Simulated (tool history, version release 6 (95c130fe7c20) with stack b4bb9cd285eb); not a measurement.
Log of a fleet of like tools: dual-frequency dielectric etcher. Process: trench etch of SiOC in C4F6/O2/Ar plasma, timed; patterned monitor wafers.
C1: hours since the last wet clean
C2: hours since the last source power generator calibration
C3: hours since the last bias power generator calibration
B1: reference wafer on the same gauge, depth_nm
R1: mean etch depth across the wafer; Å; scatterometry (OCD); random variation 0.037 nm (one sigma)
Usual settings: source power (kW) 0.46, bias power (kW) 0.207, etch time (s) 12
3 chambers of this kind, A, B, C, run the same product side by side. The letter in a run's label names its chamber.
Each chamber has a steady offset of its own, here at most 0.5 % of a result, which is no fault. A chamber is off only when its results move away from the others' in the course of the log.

{"run": "1C", "hour": 4.4, "source power (kW)": 0.46, "bias power (kW)": 0.207, "etch time (s)": 12, "C1": 533.8, "C2": 810.9, "C3": 31.3, "B1": 25.003, "R1": 275.38}
{"run": "2B", "hour": 7.5, "source power (kW)": 0.46, "bias power (kW)": 0.207, "etch time (s)": 12, "C1": 362.2, "C2": 691.8, "C3": 1619.2, "B1": 25.004, "R1": 277.3}
{"run": "3A", "hour": 11.0, "source power (kW)": 0.46, "bias power (kW)": 0.207, "etch time (s)": 12, "C1": 236.4, "C2": 102.7, "C3": 213.1, "B1": 25.014, "R1": 274.5}
{"run": "4C", "hour": 15.8, "source power (kW)": 0.46, "bias power (kW)": 0.207, "etch time (s)": 12, "C1": 545.2, "C2": 822.3, "C3": 42.7, "B1": 25.018, "R1": 276.27}
{"run": "5B", "hour": 18.8, "source power (kW)": 0.46, "bias power (kW)": 0.207, "etch time (s)": 12, "C1": 373.5, "C2": 703.1, "C3": 1630.5, "B1": 25.017, "R1": 276.92}
{"run": "6A", "hour": 23.1, "source power (kW)": 0.46, "bias power (kW)": 0.207, "etch time (s)": 12, "C1": 248.5, "C2": 114.8, "C3": 225.2, "B1": 25.032, "R1": 274.27}
{"run": "7C", "hour": 27.6, "source power (kW)": 0.46, "bias power (kW)": 0.207, "etch time (s)": 12, "C1": 557, "C2": 834.1, "C3": 54.5, "B1": 25.03, "R1": 276.04}
{"run": "8B", "hour": 30.2, "source power (kW)": 0.46, "bias power (kW)": 0.207, "etch time (s)": 12, "C1": 384.9, "C2": 714.5, "C3": 1641.9, "B1": 25.039, "R1": 276.85}
{"run": "9A", "hour": 33.9, "source power (kW)": 0.46, "bias power (kW)": 0.207, "etch time (s)": 12, "C1": 259.3, "C2": 125.6, "C3": 236, "B1": 25.041, "R1": 274.37}
{"run": "10B", "hour": 37.9, "source power (kW)": 0.56, "bias power (kW)": 0.256, "etch time (s)": 12, "C1": 392.6, "C2": 722.2, "C3": 1649.6, "B1": 25.046, "R1": 321.08}
{"run": "11A", "hour": 42.7, "source power (kW)": 0.56, "bias power (kW)": 0.256, "etch time (s)": 12, "C1": 268.1, "C2": 134.4, "C3": 244.8, "B1": 25.051, "R1": 317.74}
{"run": "12C", "hour": 46.8, "source power (kW)": 0.56, "bias power (kW)": 0.256, "etch time (s)": 12, "C1": 576.2, "C2": 853.3, "C3": 73.7, "B1": 25.053, "R1": 319.88}
{"run": "13B", "hour": 49.8, "source power (kW)": 0.46, "bias power (kW)": 0.207, "etch time (s)": 12, "C1": 404.5, "C2": 734.1, "C3": 1661.5, "B1": 25.069, "R1": 276.65}
{"run": "14C", "hour": 53.0, "source power (kW)": 0.53, "bias power (kW)": 0.207, "etch time (s)": 12, "C1": 582.4, "C2": 859.5, "C3": 79.9, "B1": 25.064, "R1": 291.71}
{"run": "15A", "hour": 58.8, "source power (kW)": 0.53, "bias power (kW)": 0.207, "etch time (s)": 12, "C1": 284.2, "C2": 150.5, "C3": 260.9, "B1": 25.084, "R1": 290.02}
{"run": "16C", "hour": 64.3, "source power (kW)": 0.53, "bias power (kW)": 0.207, "etch time (s)": 12, "C1": 593.7, "C2": 870.8, "C3": 91.2, "B1": 25.078, "R1": 291.73}
{"run": "17B", "hour": 68.6, "source power (kW)": 0.46, "bias power (kW)": 0.207, "etch time (s)": 12, "C1": 423.3, "C2": 752.9, "C3": 1680.3, "B1": 25.094, "R1": 277.58}
{"run": "18A", "hour": 71.4, "source power (kW)": 0.46, "bias power (kW)": 0.207, "etch time (s)": 12, "C1": 296.8, "C2": 163.1, "C3": 273.5, "B1": 25.091, "R1": 275.22}
{"hour": 75.0, "done": "chamber C: wet clean of the chamber"}
{"run": "19A", "hour": 76.8, "source power (kW)": 0.46, "bias power (kW)": 0.207, "etch time (s)": 12, "C1": 302.2, "C2": 168.5, "C3": 278.9, "B1": 25.1, "R1": 275.63}
{"run": "20C", "hour": 82.2, "source power (kW)": 0.46, "bias power (kW)": 0.207, "etch time (s)": 12, "C1": 7.2, "C2": 888.7, "C3": 109.1, "B1": 25.1, "R1": 276.71}
{"run": "21B", "hour": 85.7, "source power (kW)": 0.46, "bias power (kW)": 0.207, "etch time (s)": 12, "C1": 440.4, "C2": 770, "C3": 1697.4, "B1": 25.116, "R1": 278.12}
{"run": "22A", "hour": 91.1, "source power (kW)": 0.46, "bias power (kW)": 0.207, "etch time (s)": 12, "C1": 316.5, "C2": 182.8, "C3": 293.2, "B1": 25.111, "R1": 274.72}
{"run": "23C", "hour": 96.7, "source power (kW)": 0.46, "bias power (kW)": 0.207, "etch time (s)": 12, "C1": 21.7, "C2": 903.2, "C3": 123.6, "B1": 25.124, "R1": 277.31}
{"run": "24B", "hour": 100.9, "source power (kW)": 0.46, "bias power (kW)": 0.207, "etch time (s)": 12, "C1": 455.6, "C2": 785.2, "C3": 1712.6, "B1": 25.124, "R1": 277.99}
{"run": "25C", "hour": 105.3, "source power (kW)": 0.55, "bias power (kW)": 0.207, "etch time (s)": 11, "C1": 30.3, "C2": 911.8, "C3": 132.2, "B1": 25.135, "R1": 272.38}

Next, every chamber runs the same settings. What will each give?
{"run": "26A", "hour": 109.4, "source power (kW)": 0.5, "bias power (kW)": 0.207, "etch time (s)": 12, "R1": "?"}
{"run": "26B", "hour": 109.4, "source power (kW)": 0.5, "bias power (kW)": 0.207, "etch time (s)": 12, "R1": "?"}
{"run": "26C", "hour": 109.4, "source power (kW)": 0.5, "bias power (kW)": 0.207, "etch time (s)": 12, "R1": "?"}

run=26A R1=285.28
run=26B R1=286.8
run=26C R1=286.85

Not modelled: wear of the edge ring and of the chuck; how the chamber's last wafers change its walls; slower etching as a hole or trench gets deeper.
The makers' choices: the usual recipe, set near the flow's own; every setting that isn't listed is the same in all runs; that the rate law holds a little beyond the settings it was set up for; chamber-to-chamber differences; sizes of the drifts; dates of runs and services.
